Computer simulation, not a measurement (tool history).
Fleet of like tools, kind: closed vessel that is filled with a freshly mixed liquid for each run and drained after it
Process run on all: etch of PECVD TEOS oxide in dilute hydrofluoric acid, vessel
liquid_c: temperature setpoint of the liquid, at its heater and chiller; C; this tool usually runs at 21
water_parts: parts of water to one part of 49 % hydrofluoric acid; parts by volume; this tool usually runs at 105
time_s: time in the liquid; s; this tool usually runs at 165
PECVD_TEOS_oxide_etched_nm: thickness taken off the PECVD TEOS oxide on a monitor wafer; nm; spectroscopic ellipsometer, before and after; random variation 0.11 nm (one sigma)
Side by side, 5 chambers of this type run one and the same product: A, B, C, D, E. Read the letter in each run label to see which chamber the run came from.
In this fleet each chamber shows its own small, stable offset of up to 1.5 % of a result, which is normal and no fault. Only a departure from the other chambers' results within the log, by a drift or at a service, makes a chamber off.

run,hour,liquid_c,water_parts,time_s,"read-back film thickness of the PECVD TEOS oxide reference wafer, read on the same gauge (nm)",PECVD_TEOS_oxide_etched_nm
1A,4.8,21,105,165,150.03,30.330
2E,10.6,21,105,165,149.99,30.571
3D,15.6,21,105,165,150.02,30.686
4B,22.6,21,105,165,150.03,30.255
5C,28.0,21,105,165,150.00,30.000
6E,32.7,21,105,165,149.99,30.565
7A,39.6,21,105,165,150.00,30.093
# hour 43.5: chamber E: hydrofluoric acid flow meter replaced
8C,45.2,21,105,165,149.98,30.050
9B,48.8,21,105,165,150.01,29.973
10D,54.9,21,105,165,150.00,30.518
11A,59.1,21,105,165,149.99,30.227
12C,64.0,21,105,165,149.99,30.028
13E,67.9,21,105,165,150.02,30.316
14B,73.7,21,105,165,150.00,29.932
15D,80.9,21,105,165,150.01,30.533
16A,88.6,21,105,165,150.02,30.305
17C,93.2,21,105,110,150.00,20.150
18E,97.8,21,105,110,150.00,20.273
19B,102.6,21,105,110,150.02,20.076
# hour 103.9: chamber A: thermometer replaced
20D,109.8,21,105,110,150.02,20.373
21D,115.3,21,105,110,149.97,20.371
22E,119.8,21,85,80,150.00,18.574
23B,127.8,21,85,80,150.00,18.362
24C,131.9,21,85,80,150.04,18.333
25A,136.5,21,85,80,150.00,18.487
26D,144.0,21,85,80,150.01,18.822
27E,150.3,21,105,165,149.96,30.469
28C,156.1,21,60,165,149.99,55.296
29A,160.6,21,60,165,150.02,56.843
30B,164.2,21,60,165,150.00,56.208
31A,171.3,21,60,165,150.02,56.587
32E,178.3,21,60,165,149.99,55.804

Read the log: is a single chamber off, either drifting away or since a service, is the gauge that measures every chamber drifting, or is nothing wrong beyond small per-chamber offsets? Name any odd chamber and what most likely caused it.

Neither any chamber nor the gauge drifts; the chambers differ only by their own small, steady offsets.

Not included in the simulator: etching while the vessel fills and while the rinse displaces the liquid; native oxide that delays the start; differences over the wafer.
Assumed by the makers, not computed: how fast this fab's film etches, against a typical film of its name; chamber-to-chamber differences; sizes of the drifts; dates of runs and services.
